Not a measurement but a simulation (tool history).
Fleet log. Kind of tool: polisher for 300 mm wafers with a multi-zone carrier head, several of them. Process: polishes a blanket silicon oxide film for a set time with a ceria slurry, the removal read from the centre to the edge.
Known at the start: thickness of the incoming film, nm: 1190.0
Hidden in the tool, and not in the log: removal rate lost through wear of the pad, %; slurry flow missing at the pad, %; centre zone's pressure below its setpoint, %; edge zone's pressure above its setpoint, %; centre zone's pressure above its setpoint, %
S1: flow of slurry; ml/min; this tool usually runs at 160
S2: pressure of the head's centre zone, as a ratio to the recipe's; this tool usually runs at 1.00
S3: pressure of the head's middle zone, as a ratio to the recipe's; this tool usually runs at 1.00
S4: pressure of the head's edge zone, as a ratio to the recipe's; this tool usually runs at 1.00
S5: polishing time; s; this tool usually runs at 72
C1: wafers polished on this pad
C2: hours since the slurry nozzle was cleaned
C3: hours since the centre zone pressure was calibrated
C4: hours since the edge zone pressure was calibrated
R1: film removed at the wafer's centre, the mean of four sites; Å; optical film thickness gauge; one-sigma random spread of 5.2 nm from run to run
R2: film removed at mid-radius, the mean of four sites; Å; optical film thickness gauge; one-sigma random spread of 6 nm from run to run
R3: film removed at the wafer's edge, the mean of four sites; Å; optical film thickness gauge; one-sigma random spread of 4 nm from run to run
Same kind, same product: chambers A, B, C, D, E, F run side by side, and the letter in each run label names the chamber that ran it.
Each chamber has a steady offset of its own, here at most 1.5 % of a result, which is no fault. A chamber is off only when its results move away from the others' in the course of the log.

run     day   S1    S2    S3    S4  S5    C1     C2     C3      C4      R1      R2      R3
      0.079  -- chamber E: slurry nozzle cleaned
      0.100  -- chamber D: slurry nozzle cleaned
      0.125  -- chamber D: worn pad replaced by a new one
      0.283  -- chamber E: worn pad replaced by a new one
 1D   0.525  160  1.00  1.00  1.00  72   140   10.2  374.4   509.5  5003.5  4879.1  4876.2
      0.692  -- chamber A: worn pad replaced by a new one
 2C   0.950  160  1.00  1.00  1.00  72   441  216.2  366.9   411.0  5055.8  4962.3  4886.9
 3F   1.238  160  1.00  1.00  1.00  72  1038  261.6  331.9   775.5  4860.0  5037.6  4950.2
 4B   1.692  160  1.00  1.00  1.00  72   602  550.8  176.9   831.7  4930.6  4948.6  4933.7
      1.808  -- chamber C: edge zone pressure recalibrated
 5A   2.054  160  1.00  1.00  1.00  72   472  278.3  647.0   109.2  4869.7  4932.1  5012.7
 6E   2.438  210  1.00  1.07  1.00  72   747   56.6  208.8  1057.1  5201.7  5459.0  5182.2
 7F   2.867  210  1.00  1.07  1.00  72  1603  300.7  371.0   814.6  5258.1  5460.9  5097.6
      3.188  -- chamber E: worn pad replaced by a new one
 8A   3.204  210  1.00  1.07  1.00  72   871  305.9  674.6   136.8  5187.2  5427.3  5076.2
      3.262  -- chamber B: worn pad replaced by a new one
      3.388  -- chamber D: worn pad replaced by a new one
      3.388  -- chamber A: worn pad replaced by a new one
 9E   3.450  210  1.00  1.07  1.00  72    91   80.9  233.1  1081.4  5210.4  5532.5  5146.3
10D   3.775  210  1.00  1.07  1.00  72   135   88.2  452.4   587.5  5241.6  5501.5  5078.6
      4.117  -- chamber F: centre zone pressure recalibrated
      4.133  -- chamber C: worn pad replaced by a new one
11C   4.242  210  1.00  1.07  1.00  72    38  295.2  445.9    58.4  5207.1  5498.7  5004.2
12B   4.654  160  1.00  1.00  1.00  72   483  621.9  248.0   902.8  4944.6  4910.8  4874.4
13F   4.962  160  1.00  1.00  1.06  87  2329  351.0   20.4   864.9  6057.0  5985.4  6214.6
14B   5.362  160  1.00  1.00  1.06  87   729  638.9  265.0   919.8  6052.3  6004.1  6129.2
15E   5.742  160  1.00  1.00  1.06  87   886  135.9  288.1  1136.4  5943.3  5949.1  6135.2
      5.854  -- chamber A: worn pad replaced by a new one
      6.062  -- chamber E: worn pad replaced by a new one
16A   6.104  160  1.00  1.00  1.06  87    86  375.5  744.2   206.4  5877.3  6000.9  6209.7
      6.271  -- chamber D: worn pad replaced by a new one
17C   6.529  160  1.00  1.00  1.06  87   831  350.1  500.8   113.3  6012.5  5801.8  6022.9
      6.779  -- chamber B: centre zone pressure recalibrated
      6.796  -- chamber B: worn pad replaced by a new one
18D   7.038  160  1.00  1.00  1.06  87   266  166.5  530.7   665.8  5868.4  5837.8  6068.6
      7.404  -- chamber B: edge zone pressure recalibrated
19A   7.404  160  1.00  1.00  1.00  72   537  406.7  775.4   237.6  4987.7  4988.1  4939.8
      7.808  -- chamber C: worn pad replaced by a new one
20C   7.825  160  1.00  1.00  1.00  72     5  381.2  531.9   144.4  4939.5  5016.5  4886.7
      8.008  -- chamber E: edge zone pressure recalibrated
21D   8.346  160  1.00  1.00  1.00  72   720  197.9  562.1   697.2  4975.0  4872.0  4955.5
      8.675  -- chamber A: worn pad replaced by a new one
22E   8.792  160  1.00  1.00  1.00  72   947  209.1  361.3    18.8  5001.2  4938.4  4989.6
      8.812  -- chamber E: worn pad replaced by a new one
23B   9.312  160  1.00  1.00  1.00  72   873  733.7   60.8    45.8  4936.5  4873.1  4966.8
      9.438  -- chamber D: worn pad replaced by a new one
24F   9.617  160  1.00  1.00  1.00  72  3943  462.7  132.1   976.6  4780.1  4756.2  4745.4
25F   9.875  160  1.00  1.00  1.00  72  4033  468.9  138.3   982.8  4766.7  4717.6  4754.9
     10.175  -- chamber B: worn pad replaced by a new one
26A  10.317  160  1.00  1.00  1.00  72   569  476.6  845.3   307.5  4911.2  4902.1  4972.4
     10.667  -- chamber F: slurry nozzle cleaned
27B  10.788  160  1.00  1.00  1.00  72   213  769.1   96.2    81.2  5050.3  4974.8  5000.2
28C  11.033  160  1.00  1.00  1.00  72  1118  458.2  608.9   221.4  5022.1  4918.0  4914.7
29D  11.267  160  1.00  1.00  1.00  72   634  268.0  632.2   767.3  4867.3  4866.3  4867.3
30E  11.525  160  1.00  1.00  1.00  72   940  274.7  426.9    84.4  4970.2  4960.1  4931.2
     11.583  -- chamber A: worn pad replaced by a new one
     11.588  -- chamber D: edge zone pressure recalibrated
     11.829  -- chamber A: slurry nozzle cleaned
31B  11.862  160  1.00  1.00  1.00  72   585  794.9  122.0   107.0  4950.3  4970.7  4856.8
     11.988  -- chamber E: worn pad replaced by a new one
     12.171  -- chamber C: worn pad replaced by a new one
32F  12.196  160  1.00  1.00  1.00  72  4838   36.7  194.0  1038.5  4599.1  4672.5  4580.0
     12.262  -- chamber D: worn pad replaced by a new one
     12.592  -- chamber E: slurry nozzle cleaned
33C  12.646  160  0.94  1.00  1.00  72   165  496.9  647.6   260.1  4789.1  4996.8  4809.3
34D  13.054  160  0.94  1.00  1.00  72   275  310.9  675.1    35.3  4621.7  5002.5  4871.6
35E  13.571  160  0.94  1.00  1.00  72   550   23.6  476.0   133.5  4589.5  4957.5  4927.4
36A  14.046  160  0.94  1.00  1.00  72   855   53.2  934.8   397.0  4567.2  5014.6  4925.6
37A  14.300  160  0.94  1.00  1.00  72   943   59.3  940.9   403.1  4601.2  4863.2  4953.8

Decide between three cases: one chamber stands off from its peers, the gauge reading all wafers drifts, or nothing is wrong past each chamber's small offset. Where a chamber is off, say which and what most likely put it there.

Chamber F drifts away from the others.
Most likely cause: removal rate lost through wear of the pad, % = 8.97.

Which of the 4 candidates below, each the usual settings with something changed and its results left as question marks, puts chamber F back in line with what the other chambers give on the usual settings?
A result is in line if it is within this distance of the other chambers' mean on the usual settings: R1 180.0 Å; R2 210.0 Å; R3 140.0 Å
38F-1  14.675  160  1.00  1.00  0.99  66                   ?   ?   ?
38F-2  14.675  160  1.00  1.00  0.99  63                   ?   ?   ?
38F-3  14.675  160  0.99  1.00  1.01  82                   ?   ?   ?
38F-4  14.675  160  1.00  1.00  1.01  78                   ?   ?   ?

Usual-settings mean across the other chambers: R1 4956.2 Å; R2 4948.4 Å; R3 4916.9 Å
  run      R1      R2      R3
38F-1  4185.4  4156.0  4096.8
38F-2  3995.1  3967.1  3910.6
38F-3  5143.4  5163.7  5144.0
38F-4  4946.3  4911.5  4893.0
38F-4 brings the chamber back in line.
